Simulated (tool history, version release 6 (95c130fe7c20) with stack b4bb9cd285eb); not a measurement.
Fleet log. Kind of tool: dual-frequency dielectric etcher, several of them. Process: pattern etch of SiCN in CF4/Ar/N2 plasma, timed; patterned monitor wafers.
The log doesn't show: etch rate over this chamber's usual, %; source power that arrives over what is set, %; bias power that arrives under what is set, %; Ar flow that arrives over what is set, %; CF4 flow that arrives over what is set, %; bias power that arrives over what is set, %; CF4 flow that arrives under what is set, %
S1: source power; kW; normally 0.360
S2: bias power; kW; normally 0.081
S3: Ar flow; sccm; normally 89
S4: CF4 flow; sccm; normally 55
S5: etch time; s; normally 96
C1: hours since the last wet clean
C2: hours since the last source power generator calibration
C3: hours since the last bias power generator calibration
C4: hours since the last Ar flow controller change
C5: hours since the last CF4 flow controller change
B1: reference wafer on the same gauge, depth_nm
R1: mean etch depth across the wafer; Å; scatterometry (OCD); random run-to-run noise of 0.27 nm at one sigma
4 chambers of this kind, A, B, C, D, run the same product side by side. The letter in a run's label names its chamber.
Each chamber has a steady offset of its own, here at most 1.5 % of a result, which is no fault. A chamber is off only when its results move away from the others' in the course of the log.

| run | hour | S1 | S2 | S3 | S4 | S5 | C1 | C2 | C3 | C4 | C5 | B1 | R1 |
|---|---|---|---|---|---|---|---|---|---|---|---|---|---|
| 1B | 2.8 | 0.360 | 0.081 | 89 | 55 | 96 | 299.7 | 806.2 | 93.9 | 2520.0 | 2432.3 | 72.689 | 703.68 |
| 2D | 9.0 | 0.360 | 0.081 | 89 | 55 | 96 | 359.9 | 1261.8 | 1403.7 | 3259.0 | 2257.3 | 72.720 | 682.13 |
| 3A | 14.3 | 0.360 | 0.081 | 89 | 55 | 96 | 252.8 | 3723.8 | 3518.1 | 1688.0 | 3032.9 | 72.745 | 696.35 |
| 4C | 20.1 | 0.360 | 0.081 | 89 | 55 | 96 | 351.1 | 516.2 | 3391.4 | 1336.2 | 2427.1 | 72.681 | 700.10 |
| 5A | 25.5 | 0.360 | 0.081 | 89 | 55 | 96 | 264.0 | 3735.0 | 3529.3 | 1699.2 | 3044.1 | 72.733 | 690.55 |
| 6B | 31.5 | 0.360 | 0.081 | 89 | 55 | 96 | 328.4 | 834.9 | 122.6 | 2548.7 | 2461.0 | 72.620 | 705.05 |
| 7D | 35.5 | 0.360 | 0.081 | 89 | 55 | 96 | 386.4 | 1288.3 | 1430.2 | 3285.5 | 2283.8 | 72.690 | 683.57 |
| 8C | 41.6 | 0.360 | 0.081 | 89 | 55 | 96 | 372.6 | 537.7 | 3412.9 | 1357.7 | 2448.6 | 72.707 | 703.95 |
| 9D | 47.5 | 0.360 | 0.081 | 89 | 55 | 96 | 398.4 | 1300.3 | 1442.2 | 3297.5 | 2295.8 | 72.653 | 683.78 |
| 10B | 53.8 | 0.360 | 0.081 | 89 | 55 | 96 | 350.7 | 857.2 | 144.9 | 2571.0 | 2483.3 | 72.694 | 706.16 |
| 11A | 59.0 | 0.390 | 0.070 | 89 | 55 | 96 | 297.5 | 3768.5 | 3562.8 | 1732.7 | 3077.6 | 72.680 | 705.72 |
| 12C | 64.6 | 0.390 | 0.070 | 89 | 55 | 96 | 395.6 | 560.7 | 3435.9 | 1380.7 | 2471.6 | 72.637 | 712.74 |
| 13B | 69.0 | 0.390 | 0.070 | 89 | 55 | 96 | 365.9 | 872.4 | 160.1 | 2586.2 | 2498.5 | 72.787 | 725.25 |
| 14A | 74.5 | 0.390 | 0.070 | 89 | 55 | 96 | 313.0 | 3784.0 | 3578.3 | 1748.2 | 3093.1 | 72.590 | 712.76 |
| 15D | 80.3 | 0.360 | 0.081 | 89 | 55 | 96 | 431.2 | 1333.1 | 1475.0 | 3330.3 | 2328.6 | 72.685 | 686.35 |
| 16C | 83.5 | 0.360 | 0.081 | 89 | 55 | 96 | 414.5 | 579.6 | 3454.8 | 1399.6 | 2490.5 | 72.713 | 703.81 |
| 17A | 87.9 | 0.360 | 0.081 | 89 | 55 | 96 | 326.4 | 3797.4 | 3591.7 | 1761.6 | 3106.5 | 72.649 | 695.72 |
| 18C | 92.1 | 0.360 | 0.081 | 110 | 55 | 96 | 423.1 | 588.2 | 3463.4 | 1408.2 | 2499.1 | 72.690 | 682.79 |
| 19B | 95.8 | 0.360 | 0.081 | 110 | 55 | 96 | 392.7 | 899.2 | 186.9 | 2613.0 | 2525.3 | 72.761 | 693.81 |
|  | 100.2 | chamber D: source power generator calibrated |
| 20D | 100.6 | 0.360 | 0.081 | 110 | 55 | 96 | 451.5 | 0.5 | 1495.3 | 3350.6 | 2348.9 | 72.689 | 665.54 |
| 21C | 106.1 | 0.360 | 0.081 | 110 | 55 | 96 | 437.1 | 602.2 | 3477.4 | 1422.2 | 2513.1 | 72.706 | 683.30 |
| 22A | 110.0 | 0.360 | 0.081 | 89 | 55 | 96 | 348.5 | 3819.5 | 3613.8 | 1783.7 | 3128.6 | 72.686 | 695.20 |
| 23B | 114.8 | 0.360 | 0.081 | 89 | 55 | 96 | 411.7 | 918.2 | 205.9 | 2632.0 | 2544.3 | 72.733 | 722.93 |
| 24D | 119.9 | 0.360 | 0.081 | 89 | 55 | 96 | 470.8 | 19.8 | 1514.6 | 3369.9 | 2368.2 | 72.736 | 682.99 |
| 25A | 125.5 | 0.420 | 0.081 | 89 | 45 | 96 | 364.0 | 3835.0 | 3629.3 | 1799.2 | 3144.1 | 72.748 | 772.76 |
|  | 126.3 | chamber A: bias power generator calibrated |
| 26D | 128.5 | 0.420 | 0.081 | 89 | 45 | 96 | 479.4 | 28.4 | 1523.2 | 3378.5 | 2376.8 | 72.766 | 756.47 |
| 27B | 133.4 | 0.420 | 0.081 | 89 | 45 | 96 | 430.3 | 936.8 | 224.5 | 2650.6 | 2562.9 | 72.738 | 802.74 |
| 28C | 138.1 | 0.420 | 0.081 | 89 | 45 | 96 | 469.1 | 634.2 | 3509.4 | 1454.2 | 2545.1 | 72.706 | 776.04 |
| 29C | 143.9 | 0.360 | 0.081 | 89 | 55 | 96 | 474.9 | 640.0 | 3515.2 | 1460.0 | 2550.9 | 72.630 | 700.89 |
|  | 145.8 | chamber B: Ar flow controller replaced |
| 30A | 149.0 | 0.360 | 0.081 | 89 | 55 | 96 | 387.5 | 3858.5 | 22.8 | 1822.7 | 3167.6 | 72.742 | 693.83 |
| 31D | 154.9 | 0.360 | 0.081 | 89 | 55 | 96 | 505.8 | 54.8 | 1549.6 | 3404.9 | 2403.2 | 72.725 | 681.69 |
| 32B | 158.7 | 0.360 | 0.081 | 89 | 55 | 96 | 455.6 | 962.1 | 249.8 | 12.9 | 2588.2 | 72.692 | 732.49 |
| 33B | 163.4 | 0.360 | 0.081 | 74 | 48 | 96 | 460.3 | 966.8 | 254.5 | 17.6 | 2592.9 | 72.667 | 735.33 |
| 34A | 169.5 | 0.360 | 0.081 | 74 | 48 | 96 | 408.0 | 3879.0 | 43.3 | 1843.2 | 3188.1 | 72.716 | 701.19 |
| 35C | 173.0 | 0.360 | 0.081 | 74 | 48 | 96 | 504.0 | 669.1 | 3544.3 | 1489.1 | 2580.0 | 72.703 | 707.91 |
| 36D | 179.1 | 0.360 | 0.081 | 74 | 48 | 96 | 530.0 | 79.0 | 1573.8 | 3429.1 | 2427.4 | 72.760 | 693.68 |

Next, every chamber runs the same settings. What will each give?
| 37A | 183.8 | 0.360 | 0.081 | 89 | 55 | 96 |  |  |  |  |  |  | ? |
| 37B | 183.8 | 0.360 | 0.081 | 89 | 55 | 96 |  |  |  |  |  |  | ? |
| 37C | 183.8 | 0.360 | 0.081 | 89 | 55 | 96 |  |  |  |  |  |  | ? |
| 37D | 183.8 | 0.360 | 0.081 | 89 | 55 | 96 |  |  |  |  |  |  | ? |

| run | R1 |
|---|---|
| 37A | 695.39 |
| 37B | 736.12 |
| 37C | 701.44 |
| 37D | 685.44 |
